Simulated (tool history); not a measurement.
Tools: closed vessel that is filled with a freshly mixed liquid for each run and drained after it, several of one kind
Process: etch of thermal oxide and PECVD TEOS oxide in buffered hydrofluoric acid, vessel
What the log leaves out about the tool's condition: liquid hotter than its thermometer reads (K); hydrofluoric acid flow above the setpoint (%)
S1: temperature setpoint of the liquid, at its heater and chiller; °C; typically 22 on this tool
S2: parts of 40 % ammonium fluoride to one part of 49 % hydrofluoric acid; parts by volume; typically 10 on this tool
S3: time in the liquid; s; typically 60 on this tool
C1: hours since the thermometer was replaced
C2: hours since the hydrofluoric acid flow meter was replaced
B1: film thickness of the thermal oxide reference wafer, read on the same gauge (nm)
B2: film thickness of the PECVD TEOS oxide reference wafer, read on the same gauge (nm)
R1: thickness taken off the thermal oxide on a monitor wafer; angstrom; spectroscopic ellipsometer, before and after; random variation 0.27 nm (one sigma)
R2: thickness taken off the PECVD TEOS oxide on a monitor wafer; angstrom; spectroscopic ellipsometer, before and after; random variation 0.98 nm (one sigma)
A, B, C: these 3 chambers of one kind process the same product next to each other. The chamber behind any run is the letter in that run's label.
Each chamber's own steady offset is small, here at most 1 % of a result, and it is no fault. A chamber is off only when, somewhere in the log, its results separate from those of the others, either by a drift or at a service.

run 1B day=0.133 | S1=22 S2=10 S3=60 | C1=1524.6 C2=489.7 | B1=149.99 B2=49.959 | R1=645.25 R2=1952
run 2A day=0.317 | S1=22 S2=10 S3=60 | C1=1487.7 C2=27.9 | B1=149.98 B2=49.992 | R1=641.46 R2=1953.6
run 3C day=0.462 | S1=22 S2=10 S3=60 | C1=118.2 C2=56 | B1=150.01 B2=49.963 | R1=635.31 R2=1966.1
run 4B day=0.575 | S1=22 S2=10 S3=60 | C1=1535.2 C2=500.3 | B1=150.02 B2=49.992 | R1=640.62 R2=1967.1
run 5C day=0.692 | S1=22 S2=10 S3=60 | C1=123.7 C2=61.5 | B1=150 B2=49.975 | R1=638.86 R2=1979.1
run 6A day=0.842 | S1=22 S2=10 S3=60 | C1=1500.3 C2=40.5 | B1=150.04 B2=50.03 | R1=641.79 R2=1963.1
run 7C day=0.958 | S1=22 S2=10 S3=60 | C1=130.1 C2=67.9 | B1=150.01 B2=50.007 | R1=642.35 R2=1970.4
run 8A day=1.104 | S1=22 S2=10 S3=60 | C1=1506.6 C2=46.8 | B1=150.01 B2=50.001 | R1=642.64 R2=1955.9
run 9B day=1.258 | S1=22 S2=12 S3=85 | C1=1551.6 C2=516.7 | B1=149.99 B2=50.002 | R1=761.73 R2=2310.5
run 10A day=1.392 | S1=22 S2=12 S3=85 | C1=1513.5 C2=53.7 | B1=150 B2=49.975 | R1=763.81 R2=2317.9
run 11B day=1.504 | S1=22 S2=12 S3=85 | C1=1557.5 C2=522.6 | B1=150.02 B2=49.971 | R1=762.28 R2=2330.5
run 12C day=1.688 | S1=22 S2=10 S3=60 | C1=147.6 C2=85.4 | B1=150.04 B2=49.977 | R1=638.49 R2=1971
run 13B day=1.796 | S1=22 S2=10 S3=60 | C1=1564.5 C2=529.6 | B1=149.99 B2=50.007 | R1=642.04 R2=1964.5
run 14C day=1.942 | S1=22 S2=10 S3=60 | C1=153.7 C2=91.5 | B1=150 B2=49.99 | R1=636.67 R2=1949.7
run 15A day=2.021 | S1=22 S2=10 S3=60 | C1=1528.6 C2=68.8 | B1=150.01 B2=50.016 | R1=645.64 R2=1945.5
run 16A day=2.117 | S1=22 S2=10 S3=60 | C1=1530.9 C2=71.1 | B1=150 B2=50.025 | R1=640.74 R2=1958.4
run 17B day=2.271 | S1=22 S2=10 S3=60 | C1=1575.9 C2=541 | B1=149.99 B2=50.025 | R1=642.43 R2=1961.1
run 18C day=2.412 | S1=22 S2=10 S3=60 | C1=165 C2=102.8 | B1=149.97 B2=49.994 | R1=639.92 R2=1960.9
run 19C day=2.583 | S1=22 S2=10 S3=60 | C1=169.1 C2=106.9 | B1=149.97 B2=49.984 | R1=646.26 R2=1948.3
run 20A day=2.767 | S1=22 S2=10 S3=60 | C1=1546.5 C2=86.7 | B1=150.01 B2=49.951 | R1=642.07 R2=1957.1
run 21B day=2.938 | S1=22 S2=10 S3=60 | C1=1591.9 C2=557 | B1=149.97 B2=50 | R1=647.99 R2=1961.2
run 22B day=3.079 | S1=22 S2=10 S3=60 | C1=1595.3 C2=560.4 | B1=150.02 B2=49.989 | R1=643.01 R2=1958.2
run 23C day=3.267 | S1=22 S2=10 S3=45 | C1=185.5 C2=123.3 | B1=150.03 B2=50.032 | R1=480.58 R2=1468.7
run 24A day=3.367 | S1=22 S2=10 S3=45 | C1=1560.9 C2=101.1 | B1=150 B2=49.992 | R1=480.01 R2=1473.2
run 25A day=3.483 | S1=22 S2=10 S3=45 | C1=1563.7 C2=103.9 | B1=149.97 B2=49.986 | R1=480.88 R2=1471
run 26B day=3.65 | S1=22 S2=10 S3=60 | C1=1609 C2=574.1 | B1=149.99 B2=50.01 | R1=641.73 R2=1949.5
run 27C day=3.754 | S1=22 S2=10 S3=60 | C1=197.2 C2=135 | B1=150 B2=50.026 | R1=637.16 R2=1975.8
run 28C day=3.892 | S1=22 S2=10 S3=60 | C1=200.5 C2=138.3 | B1=150 B2=49.996 | R1=642.2 R2=1955.3
run 29A day=4 | S1=22 S2=10 S3=60 | C1=1576.1 C2=116.3 | B1=150.02 B2=49.982 | R1=641.27 R2=1983.5
run 30B day=4.121 | S1=22 S2=10 S3=60 | C1=1620.3 C2=585.4 | B1=149.97 B2=50.015 | R1=645.36 R2=1955.7
run 31C day=4.212 | S1=22 S2=10 S3=60 | C1=208.2 C2=146 | B1=150.04 B2=49.999 | R1=636.84 R2=1975.2
run 32A day=4.392 | S1=22 S2=10 S3=60 | C1=1585.5 C2=125.7 | B1=149.99 B2=49.973 | R1=641.93 R2=1956.1
run 33B day=4.508 | S1=22 S2=10 S3=60 | C1=1629.6 C2=594.7 | B1=149.98 B2=49.989 | R1=646.6 R2=1950.6
run 34C day=4.612 | S1=22 S2=10 S3=60 | C1=217.8 C2=155.6 | B1=150.03 B2=49.981 | R1=632.43 R2=1951.4
run 35A day=4.767 | S1=22 S2=10 S3=60 | C1=1594.5 C2=134.7 | B1=150.02 B2=50.034 | R1=644.24 R2=1971.2

Predict what each chamber gives when all 3 of them run the settings below next.
run 36A day=4.904 | S1=22 S2=10 S3=60 | R1=? R2=?
run 36B day=4.904 | S1=22 S2=10 S3=60 | R1=? R2=?
run 36C day=4.904 | S1=22 S2=10 S3=60 | R1=? R2=?

run=36A R1=640.72 R2=1973.1
run=36B R1=643.74 R2=1966.6
run=36C R1=636.63 R2=1960.7
